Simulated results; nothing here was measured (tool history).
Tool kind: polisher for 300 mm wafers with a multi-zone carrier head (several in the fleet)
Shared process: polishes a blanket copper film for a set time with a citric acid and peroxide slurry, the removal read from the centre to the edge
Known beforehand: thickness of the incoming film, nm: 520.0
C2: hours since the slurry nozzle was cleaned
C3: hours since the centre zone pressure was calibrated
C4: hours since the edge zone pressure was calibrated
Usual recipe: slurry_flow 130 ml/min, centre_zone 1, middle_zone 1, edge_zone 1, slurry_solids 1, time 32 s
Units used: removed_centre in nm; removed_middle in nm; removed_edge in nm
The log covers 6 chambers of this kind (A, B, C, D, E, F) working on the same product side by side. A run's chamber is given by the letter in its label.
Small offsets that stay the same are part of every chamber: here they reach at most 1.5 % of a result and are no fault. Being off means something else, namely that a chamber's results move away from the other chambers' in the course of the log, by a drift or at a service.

At day 0.179: chamber B: worn pad replaced by a new one.
Run 1D, day 0.246: usual settings; wafers polished on this pad 386; C2 305.8; C3 1154; C4 301.6. Result: removed_centre 55.467 nm, removed_middle 54.145 nm, removed_edge 55.36 nm.
At day 0.417: chamber F: worn pad replaced by a new one.
Run 2C, day 0.5: usual settings; wafers polished on this pad 239; C2 164; C3 102; C4 209.2. Result: removed_centre 54.8 nm, removed_middle 54.748 nm, removed_edge 54.637 nm.
Run 3F, day 0.717: usual settings; wafers polished on this pad 98; C2 499.8; C3 536.3; C4 729.5. Result: removed_centre 54.316 nm, removed_middle 54.848 nm, removed_edge 55.258 nm.
Run 4B, day 1.004: usual settings; wafers polished on this pad 270; C2 30.7; C3 629.8; C4 140. Result: removed_centre 54.931 nm, removed_middle 53.224 nm, removed_edge 53.539 nm.
At day 1.017: chamber A: worn pad replaced by a new one.
At day 1.033: chamber D: worn pad replaced by a new one.
At day 1.083: chamber A: slurry nozzle cleaned.
Run 5E, day 1.162: usual settings; wafers polished on this pad 593; C2 284.3; C3 1052.2; C4 401.6. Result: removed_centre 54.418 nm, removed_middle 56.121 nm, removed_edge 55.802 nm.
Run 6A, day 1.396: usual settings; wafers polished on this pad 124; C2 7.5; C3 174; C4 48.1. Result: removed_centre 55.708 nm, removed_middle 54.666 nm, removed_edge 54.58 nm.
At day 1.533: chamber E: worn pad replaced by a new one.
Run 7A, day 1.65: usual settings; wafers polished on this pad 207; C2 13.6; C3 180.1; C4 54.2. Result: removed_centre 56.024 nm, removed_middle 53.477 nm, removed_edge 54.304 nm.
Run 8E, day 1.867: usual settings; wafers polished on this pad 110; C2 301.2; C3 1069.1; C4 418.5. Result: removed_centre 54.141 nm, removed_middle 56.353 nm, removed_edge 56.052 nm.
At day 2.154: chamber F: worn pad replaced by a new one.
Run 9B, day 2.188: usual settings; wafers polished on this pad 658; C2 59.1; C3 658.2; C4 168.4. Result: removed_centre 53.792 nm, removed_middle 54.406 nm, removed_edge 52.797 nm.
At day 2.262: chamber D: centre zone pressure recalibrated.
Run 10D, day 2.412: usual settings; wafers polished on this pad 453; C2 357.8; C3 3.7; C4 353.6. Result: removed_centre 54.704 nm, removed_middle 54.806 nm, removed_edge 55.444 nm.
Run 11C, day 2.704: usual settings; wafers polished on this pad 961; C2 216.9; C3 154.9; C4 262.1. Result: removed_centre 55.586 nm, removed_middle 53.818 nm, removed_edge 53.865 nm.
At day 2.8: chamber C: worn pad replaced by a new one.
At day 2.862: chamber F: slurry nozzle cleaned.
Run 12F, day 2.879: usual settings; wafers polished on this pad 238; C2 0.4; C3 588.2; C4 781.4. Result: removed_centre 54.797 nm, removed_middle 54.881 nm, removed_edge 53.959 nm.
Run 13D, day 3.075: usual settings; wafers polished on this pad 670; C2 373.7; C3 19.6; C4 369.5. Result: removed_centre 54.717 nm, removed_middle 55.001 nm, removed_edge 53.571 nm.
At day 3.104: chamber D: worn pad replaced by a new one.
At day 3.158: chamber B: worn pad replaced by a new one.
Run 14A, day 3.279: usual settings; wafers polished on this pad 741; C2 52.7; C3 219.2; C4 93.3. Result: removed_centre 55.11 nm, removed_middle 54.917 nm, removed_edge 54.64 nm.
At day 3.296: chamber E: worn pad replaced by a new one.
At day 3.446: chamber D: slurry nozzle cleaned.
Run 15F, day 3.471: usual settings; wafers polished on this pad 432; C2 14.6; C3 602.4; C4 795.6. Result: removed_centre 55.353 nm, removed_middle 54.395 nm, removed_edge 54.519 nm.
Run 16B, day 3.692: usual settings; wafers polished on this pad 175; C2 95.2; C3 694.3; C4 204.5. Result: removed_centre 53.832 nm, removed_middle 54.267 nm, removed_edge 54.29 nm.
At day 3.804: chamber F: worn pad replaced by a new one.
Run 17C, day 3.958: usual settings; wafers polished on this pad 380; C2 247; C3 185; C4 292.2. Result: removed_centre 55.182 nm, removed_middle 54.522 nm, removed_edge 55.227 nm.
Run 18E, day 4.212: usual settings; wafers polished on this pad 300; C2 357.5; C3 1125.4; C4 474.8. Result: removed_centre 54.402 nm, removed_middle 53.94 nm, removed_edge 54.878 nm.
At day 4.283: chamber A: worn pad replaced by a new one.
Run 19B, day 4.471: usual settings; wafers polished on this pad 430; C2 113.9; C3 713; C4 223.2. Result: removed_centre 55.528 nm, removed_middle 55.238 nm, removed_edge 54.444 nm.
At day 4.717: chamber F: edge zone pressure recalibrated.
Run 20A, day 4.771: usual settings; wafers polished on this pad 159; C2 88.5; C3 255; C4 129.1. Result: removed_centre 55.743 nm, removed_middle 53.721 nm, removed_edge 54.254 nm.
Run 21D, day 4.967: usual settings; wafers polished on this pad 611; C2 36.5; C3 65; C4 414.9. Result: removed_centre 53.965 nm, removed_middle 54.726 nm, removed_edge 54.343 nm.
At day 5.054: chamber E: worn pad replaced by a new one.
At day 5.062: chamber D: worn pad replaced by a new one.
Run 22F, day 5.208: usual settings; wafers polished on this pad 460; C2 56.3; C3 644.1; C4 11.8. Result: removed_centre 54.677 nm, removed_middle 55.271 nm, removed_edge 53.475 nm.
Run 23E, day 5.446: usual settings; wafers polished on this pad 129; C2 387.1; C3 1155; C4 504.4. Result: removed_centre 53.459 nm, removed_middle 54.129 nm, removed_edge 53.696 nm.
At day 5.75: chamber C: worn pad replaced by a new one.
Run 24C, day 5.775: usual settings but middle_zone 0.93; wafers polished on this pad 9; C2 290.6; C3 228.6; C4 335.8. Result: removed_centre 54.735 nm, removed_middle 51.256 nm, removed_edge 54.183 nm.
At day 5.967: chamber F: worn pad replaced by a new one.
Run 25A, day 6.075: usual settings but middle_zone 0.93; wafers polished on this pad 587; C2 119.8; C3 286.3; C4 160.4. Result: removed_centre 55.338 nm, removed_middle 51.61 nm, removed_edge 55.158 nm.
At day 6.329: chamber B: worn pad replaced by a new one.
Run 26F, day 6.379: usual settings but middle_zone 0.93; wafers polished on this pad 136; C2 84.4; C3 672.2; C4 39.9. Result: removed_centre 55.225 nm, removed_middle 51.195 nm, removed_edge 54.724 nm.
Run 27C, day 6.575: usual settings but middle_zone 0.93; wafers polished on this pad 271; C2 309.8; C3 247.8; C4 355. Result: removed_centre 55.594 nm, removed_middle 51.855 nm, removed_edge 54.536 nm.
At day 6.792: chamber E: worn pad replaced by a new one.
Run 28B, day 6.862: usual settings but middle_zone 0.93; wafers polished on this pad 175; C2 171.3; C3 770.4; C4 280.6. Result: removed_centre 55.145 nm, removed_middle 51.141 nm, removed_edge 53.447 nm.
At day 7.083: chamber D: worn pad replaced by a new one.
At day 7.133: chamber A: centre zone pressure recalibrated.
Run 29D, day 7.133: usual settings but middle_zone 0.93; wafers polished on this pad 17; C2 88.5; C3 117; C4 466.9. Result: removed_centre 56.18 nm, removed_middle 50.792 nm, removed_edge 56.964 nm.
Run 30E, day 7.467: usual settings; wafers polished on this pad 222; C2 435.6; C3 1203.5; C4 552.9. Result: removed_centre 49.91 nm, removed_middle 52.265 nm, removed_edge 53.394 nm.
Run 31C, day 7.725: usual settings; wafers polished on this pad 648; C2 337.4; C3 275.4; C4 382.6. Result: removed_centre 55.862 nm, removed_middle 54.11 nm, removed_edge 54.257 nm.
At day 8.012: chamber F: worn pad replaced by a new one.
Run 32F, day 8.017: usual settings; wafers polished on this pad 1; C2 123.7; C3 711.5; C4 79.2. Result: removed_centre 53.34 nm, removed_middle 55.486 nm, removed_edge 55.053 nm.
Run 33E, day 8.258: usual settings but middle_zone 1.08, slurry_solids 1.2; wafers polished on this pad 481; C2 454.6; C3 1222.5; C4 571.9. Result: removed_centre 51.269 nm, removed_middle 57.137 nm, removed_edge 54.214 nm.
At day 8.329: chamber A: worn pad replaced by a new one.
Run 34D, day 8.479: usual settings but middle_zone 1.08, slurry_solids 1.2; wafers polished on this pad 458; C2 120.8; C3 149.3; C4 499.2. Result: removed_centre 55.57 nm, removed_middle 60.746 nm, removed_edge 57.031 nm.
At day 8.596: chamber E: worn pad replaced by a new one.
Run 35A, day 8.708: usual settings but middle_zone 1.08, slurry_solids 1.2; wafers polished on this pad 125; C2 183; C3 37.8; C4 223.6. Result: removed_centre 58.318 nm, removed_middle 61.288 nm, removed_edge 56.045 nm.
At day 8.867: chamber D: worn pad replaced by a new one.
Run 36B, day 8.888: usual settings but middle_zone 1.08, slurry_solids 1.2; wafers polished on this pad 838; C2 219.9; C3 819; C4 329.2. Result: removed_centre 56.683 nm, removed_middle 59.91 nm, removed_edge 56.321 nm.
At day 9.2: chamber E: edge zone pressure recalibrated.
Run 37E, day 9.217: usual settings but middle_zone 1.08, slurry_solids 1.2; wafers polished on this pad 203; C2 477.6; C3 1245.5; C4 0.4. Result: removed_centre 50.009 nm, removed_middle 55.354 nm, removed_edge 54.254 nm.
Run 38D, day 9.521: usual settings but middle_zone 1.08, slurry_solids 1.2; wafers polished on this pad 214; C2 145.8; C3 174.3; C4 524.2. Result: removed_centre 56.843 nm, removed_middle 59.409 nm, removed_edge 58.747 nm.

Next, all 6 chambers run the settings below, one line each with question marks for the results. What does each chamber give?
Run 39A, day 9.771: usual settings but slurry_flow 105 ml/min. Result: removed_centre ?, removed_middle ?, removed_edge ?.
Run 39B, day 9.771: usual settings but slurry_flow 105 ml/min. Result: removed_centre ?, removed_middle ?, removed_edge ?.
Run 39C, day 9.771: usual settings but slurry_flow 105 ml/min. Result: removed_centre ?, removed_middle ?, removed_edge ?.
Run 39D, day 9.771: usual settings but slurry_flow 105 ml/min. Result: removed_centre ?, removed_middle ?, removed_edge ?.
Run 39E, day 9.771: usual settings but slurry_flow 105 ml/min. Result: removed_centre ?, removed_middle ?, removed_edge ?.
Run 39F, day 9.771: usual settings but slurry_flow 105 ml/min. Result: removed_centre ?, removed_middle ?, removed_edge ?.

run  removed_centre  removed_middle  removed_edge
39A          52.132          52.862        51.287
39B          51.865           51.23         52.09
39C          51.719          53.892        52.733
39D          51.474           53.26        52.718
39E          42.938          45.801        47.962
39F          52.164          52.977        52.424
